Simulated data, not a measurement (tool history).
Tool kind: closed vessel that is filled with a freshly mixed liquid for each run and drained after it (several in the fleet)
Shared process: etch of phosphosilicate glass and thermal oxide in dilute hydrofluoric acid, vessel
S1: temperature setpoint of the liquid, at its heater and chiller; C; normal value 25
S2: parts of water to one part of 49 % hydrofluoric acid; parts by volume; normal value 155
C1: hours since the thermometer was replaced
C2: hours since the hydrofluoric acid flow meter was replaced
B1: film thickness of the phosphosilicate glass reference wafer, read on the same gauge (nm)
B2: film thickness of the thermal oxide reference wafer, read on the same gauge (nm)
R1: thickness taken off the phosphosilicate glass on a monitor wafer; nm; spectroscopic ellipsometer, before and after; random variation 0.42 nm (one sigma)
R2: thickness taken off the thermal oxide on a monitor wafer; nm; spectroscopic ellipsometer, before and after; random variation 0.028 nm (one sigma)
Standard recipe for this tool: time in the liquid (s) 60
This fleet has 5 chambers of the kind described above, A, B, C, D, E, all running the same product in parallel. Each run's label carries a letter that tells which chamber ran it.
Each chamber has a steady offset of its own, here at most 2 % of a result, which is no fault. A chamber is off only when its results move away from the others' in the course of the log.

run 1D hour=4.3 | S1=25 S2=155 time_in_the_liquid_(s)=60 | C1=1072.7 C2=1882.6 | B1=109.99 B2=50.015 | R1=52.896 R2=1.8076
run 2C hour=8.1 | S1=25 S2=155 time_in_the_liquid_(s)=60 | C1=549.6 C2=778.7 | B1=110.01 B2=50.003 | R1=52.458 R2=1.811
run 3E hour=11.7 | S1=25 S2=155 time_in_the_liquid_(s)=60 | C1=254.3 C2=152.5 | B1=109.98 B2=49.991 | R1=52.902 R2=1.8232
run 4A hour=15.8 | S1=25 S2=155 time_in_the_liquid_(s)=60 | C1=1353.5 C2=72.4 | B1=110.04 B2=50.002 | R1=52.588 R2=1.8194
run 5B hour=18.6 | S1=25 S2=155 time_in_the_liquid_(s)=60 | C1=1715.9 C2=694.6 | B1=109.98 B2=49.985 | R1=53.194 R2=1.8294
run 6D hour=23 | S1=25 S2=155 time_in_the_liquid_(s)=60 | C1=1091.4 C2=1901.3 | B1=110.02 B2=49.994 | R1=52.593 R2=1.7788
run 7B hour=26.2 | S1=25 S2=155 time_in_the_liquid_(s)=60 | C1=1723.5 C2=702.2 | B1=109.98 B2=49.995 | R1=53.8 R2=1.8503
run 8A hour=30.3 | S1=25 S2=155 time_in_the_liquid_(s)=60 | C1=1368 C2=86.9 | B1=109.98 B2=50.019 | R1=51.97 R2=1.8169
run 9C hour=33.7 | S1=25 S2=155 time_in_the_liquid_(s)=60 | C1=575.2 C2=804.3 | B1=109.98 B2=49.982 | R1=52.539 R2=1.7314
run 10E hour=38.8 | S1=25 S2=155 time_in_the_liquid_(s)=60 | C1=281.4 C2=179.6 | B1=109.98 B2=49.996 | R1=52.633 R2=1.8408
run 11D hour=43.8 | S1=25 S2=155 time_in_the_liquid_(s)=60 | C1=1112.2 C2=1922.1 | B1=109.97 B2=49.997 | R1=53.438 R2=1.8075
run 12E hour=46.3 | S1=25 S2=155 time_in_the_liquid_(s)=60 | C1=288.9 C2=187.1 | B1=110.01 B2=50.022 | R1=53.034 R2=1.8497
run 13A hour=49.4 | S1=25 S2=155 time_in_the_liquid_(s)=60 | C1=1387.1 C2=106 | B1=110 B2=49.996 | R1=52.1 R2=1.7957
run 14B hour=54.2 | S1=25 S2=155 time_in_the_liquid_(s)=60 | C1=1751.5 C2=730.2 | B1=110 B2=50.013 | R1=53.335 R2=1.7768
run 15C hour=58.9 | S1=25 S2=155 time_in_the_liquid_(s)=60 | C1=600.4 C2=829.5 | B1=110.02 B2=50.008 | R1=52.338 R2=1.7686
run 16D hour=64 | S1=25 S2=155 time_in_the_liquid_(s)=60 | C1=1132.4 C2=1942.3 | B1=109.94 B2=49.994 | R1=52.604 R2=1.7771
run 17A hour=66.4 | S1=25 S2=155 time_in_the_liquid_(s)=60 | C1=1404.1 C2=123 | B1=110.03 B2=49.993 | R1=53.265 R2=1.8245
run 18C hour=70.2 | S1=25 S2=155 time_in_the_liquid_(s)=60 | C1=611.7 C2=840.8 | B1=109.96 B2=50.004 | R1=52.281 R2=1.7955
run 19E hour=73 | S1=25 S2=155 time_in_the_liquid_(s)=60 | C1=315.6 C2=213.8 | B1=110.05 B2=49.987 | R1=53.357 R2=1.8286
run 20B hour=76 | S1=25 S2=155 time_in_the_liquid_(s)=60 | C1=1773.3 C2=752 | B1=110 B2=50.019 | R1=53.005 R2=1.7959
run 21B hour=78.9 | S1=25 S2=155 time_in_the_liquid_(s)=60 | C1=1776.2 C2=754.9 | B1=110 B2=49.991 | R1=52.575 R2=1.7904
run 22C hour=81.9 | S1=25 S2=155 time_in_the_liquid_(s)=60 | C1=623.4 C2=852.5 | B1=109.96 B2=49.99 | R1=51.701 R2=1.7778
run 23A hour=87 | S1=25 S2=155 time_in_the_liquid_(s)=60 | C1=1424.7 C2=143.6 | B1=109.99 B2=50.006 | R1=52.389 R2=1.8276
run 24E hour=90.6 | S1=25 S2=155 time_in_the_liquid_(s)=60 | C1=333.2 C2=231.4 | B1=109.97 B2=49.986 | R1=53.8 R2=1.8004
run 25D hour=94.4 | S1=25 S2=155 time_in_the_liquid_(s)=60 | C1=1162.8 C2=1972.7 | B1=109.99 B2=50.006 | R1=53.6 R2=1.7825
run 26B hour=98.3 | S1=25 S2=155 time_in_the_liquid_(s)=60 | C1=1795.6 C2=774.3 | B1=110 B2=50.026 | R1=52.857 R2=1.8341
run 27D hour=101.1 | S1=25 S2=155 time_in_the_liquid_(s)=60 | C1=1169.5 C2=1979.4 | B1=109.99 B2=49.991 | R1=52.502 R2=1.7918
run 28A hour=105.3 | S1=25 S2=155 time_in_the_liquid_(s)=60 | C1=1443 C2=161.9 | B1=110.02 B2=49.989 | R1=52.547 R2=1.8017
run 29E hour=107.7 | S1=25 S2=95 time_in_the_liquid_(s)=60 | C1=350.3 C2=248.5 | B1=109.99 B2=50.004 | R1=92.408 R2=3.2091
run 30C hour=112.1 | S1=25 S2=95 time_in_the_liquid_(s)=60 | C1=653.6 C2=882.7 | B1=110.02 B2=49.992 | R1=90.242 R2=3.1631
run 31C hour=116.1 | S1=25 S2=95 time_in_the_liquid_(s)=60 | C1=657.6 C2=886.7 | B1=109.99 B2=50.003 | R1=92.029 R2=3.1848
run 32E hour=119.7 | S1=25 S2=95 time_in_the_liquid_(s)=60 | C1=362.3 C2=260.5 | B1=109.97 B2=49.992 | R1=93.923 R2=3.2023
run 33D hour=124.8 | S1=25 S2=95 time_in_the_liquid_(s)=60 | C1=1193.2 C2=2003.1 | B1=109.99 B2=49.975 | R1=91.325 R2=3.1394
run 34A hour=127.7 | S1=25 S2=155 time_in_the_liquid_(s)=60 | C1=1465.4 C2=184.3 | B1=109.99 B2=49.988 | R1=53.356 R2=1.7988
run 35B hour=130.3 | S1=25 S2=155 time_in_the_liquid_(s)=60 | C1=1827.6 C2=806.3 | B1=109.99 B2=49.984 | R1=52.832 R2=1.8011
run 36C hour=133.3 | S1=25 S2=155 time_in_the_liquid_(s)=60 | C1=674.8 C2=903.9 | B1=110.06 B2=50.008 | R1=53.189 R2=1.7695
run 37D hour=136.2 | S1=25 S2=155 time_in_the_liquid_(s)=60 | C1=1204.6 C2=2014.5 | B1=109.99 B2=49.996 | R1=52.57 R2=1.8156
run 38A hour=138.7 | S1=25 S2=155 time_in_the_liquid_(s)=60 | C1=1476.4 C2=195.3 | B1=109.98 B2=49.992 | R1=52.492 R2=1.8069
run 39B hour=142.4 | S1=25 S2=155 time_in_the_liquid_(s)=60 | C1=1839.7 C2=818.4 | B1=109.97 B2=50.023 | R1=52.938 R2=1.7974

Read the log: is a single chamber off, either drifting away or since a service, is the gauge that measures every chamber drifting, or is nothing wrong beyond small per-chamber offsets? Name any odd chamber and what most likely caused it.

Nothing is wrong: each chamber keeps only its own small, steady offset and the gauge holds still.
